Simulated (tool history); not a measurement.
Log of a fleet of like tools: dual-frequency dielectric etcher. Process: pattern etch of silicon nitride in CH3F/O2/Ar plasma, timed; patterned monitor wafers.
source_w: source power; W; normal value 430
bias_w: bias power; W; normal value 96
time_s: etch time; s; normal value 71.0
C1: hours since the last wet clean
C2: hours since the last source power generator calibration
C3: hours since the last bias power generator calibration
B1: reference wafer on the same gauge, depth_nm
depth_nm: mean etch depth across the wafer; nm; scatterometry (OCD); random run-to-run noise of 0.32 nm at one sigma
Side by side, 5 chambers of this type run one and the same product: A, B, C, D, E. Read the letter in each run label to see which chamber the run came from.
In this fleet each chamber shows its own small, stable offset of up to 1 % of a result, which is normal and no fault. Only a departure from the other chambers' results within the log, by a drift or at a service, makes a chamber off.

{"run": "1A", "hour": 5.2, "source_w": 430, "bias_w": 96, "time_s": 71.0, "C1": 73.1, "C2": 3102.9, "C3": 722.5, "B1": 49.702, "depth_nm": 57.163}
{"run": "2D", "hour": 8.5, "source_w": 430, "bias_w": 96, "time_s": 71.0, "C1": 289.1, "C2": 199.5, "C3": 1640.3, "B1": 49.706, "depth_nm": 56.636}
{"run": "3E", "hour": 13.7, "source_w": 430, "bias_w": 96, "time_s": 71.0, "C1": 37.6, "C2": 644.4, "C3": 26.5, "B1": 49.712, "depth_nm": 55.934}
{"run": "4B", "hour": 18.0, "source_w": 430, "bias_w": 96, "time_s": 71.0, "C1": 187.0, "C2": 198.2, "C3": 1921.2, "B1": 49.639, "depth_nm": 56.063}
{"run": "5C", "hour": 20.5, "source_w": 430, "bias_w": 96, "time_s": 71.0, "C1": 212.9, "C2": 2667.1, "C3": 1704.7, "B1": 49.699, "depth_nm": 56.402}
{"run": "6D", "hour": 25.8, "source_w": 430, "bias_w": 96, "time_s": 71.0, "C1": 306.4, "C2": 216.8, "C3": 1657.6, "B1": 49.676, "depth_nm": 56.518}
{"run": "7E", "hour": 31.2, "source_w": 430, "bias_w": 96, "time_s": 71.0, "C1": 55.1, "C2": 661.9, "C3": 44.0, "B1": 49.719, "depth_nm": 56.605}
{"run": "8B", "hour": 36.0, "source_w": 430, "bias_w": 96, "time_s": 71.0, "C1": 205.0, "C2": 216.2, "C3": 1939.2, "B1": 49.753, "depth_nm": 57.045}
{"run": "9A", "hour": 39.4, "source_w": 430, "bias_w": 81, "time_s": 79.5, "C1": 107.3, "C2": 3137.1, "C3": 756.7, "B1": 49.653, "depth_nm": 60.395}
{"run": "10C", "hour": 42.5, "source_w": 430, "bias_w": 81, "time_s": 79.5, "C1": 234.9, "C2": 2689.1, "C3": 1726.7, "B1": 49.722, "depth_nm": 59.738}
{"run": "11B", "hour": 47.4, "source_w": 430, "bias_w": 81, "time_s": 79.5, "C1": 216.4, "C2": 227.6, "C3": 1950.6, "B1": 49.729, "depth_nm": 59.452}
{"run": "12D", "hour": 52.7, "source_w": 430, "bias_w": 81, "time_s": 79.5, "C1": 333.3, "C2": 243.7, "C3": 1684.5, "B1": 49.645, "depth_nm": 59.615}
{"run": "13E", "hour": 55.9, "source_w": 430, "bias_w": 81, "time_s": 79.5, "C1": 79.8, "C2": 686.6, "C3": 68.7, "B1": 49.758, "depth_nm": 59.475}
{"run": "14A", "hour": 60.3, "source_w": 430, "bias_w": 96, "time_s": 71.0, "C1": 128.2, "C2": 3158.0, "C3": 777.6, "B1": 49.705, "depth_nm": 56.923}
{"run": "15C", "hour": 63.9, "source_w": 430, "bias_w": 96, "time_s": 71.0, "C1": 256.3, "C2": 2710.5, "C3": 1748.1, "B1": 49.677, "depth_nm": 56.909}
{"run": "16C", "hour": 67.1, "source_w": 430, "bias_w": 96, "time_s": 71.0, "C1": 259.5, "C2": 2713.7, "C3": 1751.3, "B1": 49.766, "depth_nm": 56.616}
{"run": "17D", "hour": 70.9, "source_w": 370, "bias_w": 108, "time_s": 71.0, "C1": 351.5, "C2": 261.9, "C3": 1702.7, "B1": 49.735, "depth_nm": 55.631}
{"run": "18E", "hour": 74.9, "source_w": 370, "bias_w": 108, "time_s": 71.0, "C1": 98.8, "C2": 705.6, "C3": 87.7, "B1": 49.784, "depth_nm": 56.309}
{"run": "19A", "hour": 80.4, "source_w": 370, "bias_w": 108, "time_s": 71.0, "C1": 148.3, "C2": 3178.1, "C3": 797.7, "B1": 49.701, "depth_nm": 56.168}
{"run": "20B", "hour": 85.7, "source_w": 370, "bias_w": 108, "time_s": 71.0, "C1": 254.7, "C2": 265.9, "C3": 1988.9, "B1": 49.641, "depth_nm": 56.317}
{"run": "21D", "hour": 88.9, "source_w": 370, "bias_w": 108, "time_s": 71.0, "C1": 369.5, "C2": 279.9, "C3": 1720.7, "B1": 49.647, "depth_nm": 55.908}
{"run": "22C", "hour": 92.0, "source_w": 430, "bias_w": 96, "time_s": 71.0, "C1": 284.4, "C2": 2738.6, "C3": 1776.2, "B1": 49.753, "depth_nm": 57.052}
{"run": "23E", "hour": 96.1, "source_w": 430, "bias_w": 96, "time_s": 71.0, "C1": 120.0, "C2": 726.8, "C3": 108.9, "B1": 49.638, "depth_nm": 56.839}
{"run": "24A", "hour": 99.0, "source_w": 430, "bias_w": 96, "time_s": 71.0, "C1": 166.9, "C2": 3196.7, "C3": 816.3, "B1": 49.721, "depth_nm": 56.642}
{"run": "25B", "hour": 103.9, "source_w": 430, "bias_w": 96, "time_s": 71.0, "C1": 272.9, "C2": 284.1, "C3": 2007.1, "B1": 49.628, "depth_nm": 56.4}
{"run": "26A", "hour": 107.0, "source_w": 430, "bias_w": 74, "time_s": 53.5, "C1": 174.9, "C2": 3204.7, "C3": 824.3, "B1": 49.748, "depth_nm": 38.969}
{"run": "27D", "hour": 111.2, "source_w": 430, "bias_w": 74, "time_s": 53.5, "C1": 391.8, "C2": 302.2, "C3": 1743.0, "B1": 49.698, "depth_nm": 38.96}
{"run": "28B", "hour": 114.9, "source_w": 430, "bias_w": 74, "time_s": 53.5, "C1": 283.9, "C2": 295.1, "C3": 2018.1, "B1": 49.736, "depth_nm": 39.175}
{"run": "29C", "hour": 119.8, "source_w": 430, "bias_w": 74, "time_s": 53.5, "C1": 312.2, "C2": 2766.4, "C3": 1804.0, "B1": 49.694, "depth_nm": 38.956}
{"run": "30E", "hour": 123.4, "source_w": 430, "bias_w": 74, "time_s": 53.5, "C1": 147.3, "C2": 754.1, "C3": 136.2, "B1": 49.611, "depth_nm": 38.705}
{"run": "31E", "hour": 128.4, "source_w": 430, "bias_w": 96, "time_s": 71.0, "C1": 152.3, "C2": 759.1, "C3": 141.2, "B1": 49.711, "depth_nm": 56.33}
{"run": "32D", "hour": 133.0, "source_w": 430, "bias_w": 96, "time_s": 71.0, "C1": 413.6, "C2": 324.0, "C3": 1764.8, "B1": 49.699, "depth_nm": 57.022}
{"run": "33B", "hour": 138.4, "source_w": 430, "bias_w": 96, "time_s": 71.0, "C1": 307.4, "C2": 318.6, "C3": 2041.6, "B1": 49.778, "depth_nm": 56.984}
{"run": "34A", "hour": 144.3, "source_w": 430, "bias_w": 96, "time_s": 71.0, "C1": 212.2, "C2": 3242.0, "C3": 861.6, "B1": 49.698, "depth_nm": 57.166}
{"run": "35C", "hour": 148.1, "source_w": 430, "bias_w": 96, "time_s": 71.0, "C1": 340.5, "C2": 2794.7, "C3": 1832.3, "B1": 49.704, "depth_nm": 56.483}
{"run": "36A", "hour": 151.2, "source_w": 430, "bias_w": 96, "time_s": 71.0, "C1": 219.1, "C2": 3248.9, "C3": 868.5, "B1": 49.741, "depth_nm": 56.969}
{"run": "37C", "hour": 155.5, "source_w": 390, "bias_w": 96, "time_s": 89.0, "C1": 347.9, "C2": 2802.1, "C3": 1839.7, "B1": 49.754, "depth_nm": 69.253}
{"run": "38B", "hour": 160.2, "source_w": 390, "bias_w": 96, "time_s": 89.0, "C1": 329.2, "C2": 340.4, "C3": 2063.4, "B1": 49.691, "depth_nm": 67.739}
{"run": "39D", "hour": 163.6, "source_w": 390, "bias_w": 96, "time_s": 89.0, "C1": 444.2, "C2": 354.6, "C3": 1795.4, "B1": 49.662, "depth_nm": 68.856}
{"run": "40E", "hour": 168.5, "source_w": 390, "bias_w": 96, "time_s": 89.0, "C1": 192.4, "C2": 799.2, "C3": 181.3, "B1": 49.758, "depth_nm": 69.175}
{"run": "41D", "hour": 171.1, "source_w": 390, "bias_w": 96, "time_s": 89.0, "C1": 451.7, "C2": 362.1, "C3": 1802.9, "B1": 49.681, "depth_nm": 68.036}

All 5 chambers run these settings next. Forecast each chamber's results:
{"run": "42A", "hour": 175.4, "source_w": 430, "bias_w": 96, "time_s": 71.0, "depth_nm": "?"}
{"run": "42B", "hour": 175.4, "source_w": 430, "bias_w": 96, "time_s": 71.0, "depth_nm": "?"}
{"run": "42C", "hour": 175.4, "source_w": 430, "bias_w": 96, "time_s": 71.0, "depth_nm": "?"}
{"run": "42D", "hour": 175.4, "source_w": 430, "bias_w": 96, "time_s": 71.0, "depth_nm": "?"}
{"run": "42E", "hour": 175.4, "source_w": 430, "bias_w": 96, "time_s": 71.0, "depth_nm": "?"}

run=42A depth_nm=56.561
run=42B depth_nm=55.852
run=42C depth_nm=56.452
run=42D depth_nm=56.742
run=42E depth_nm=56.377
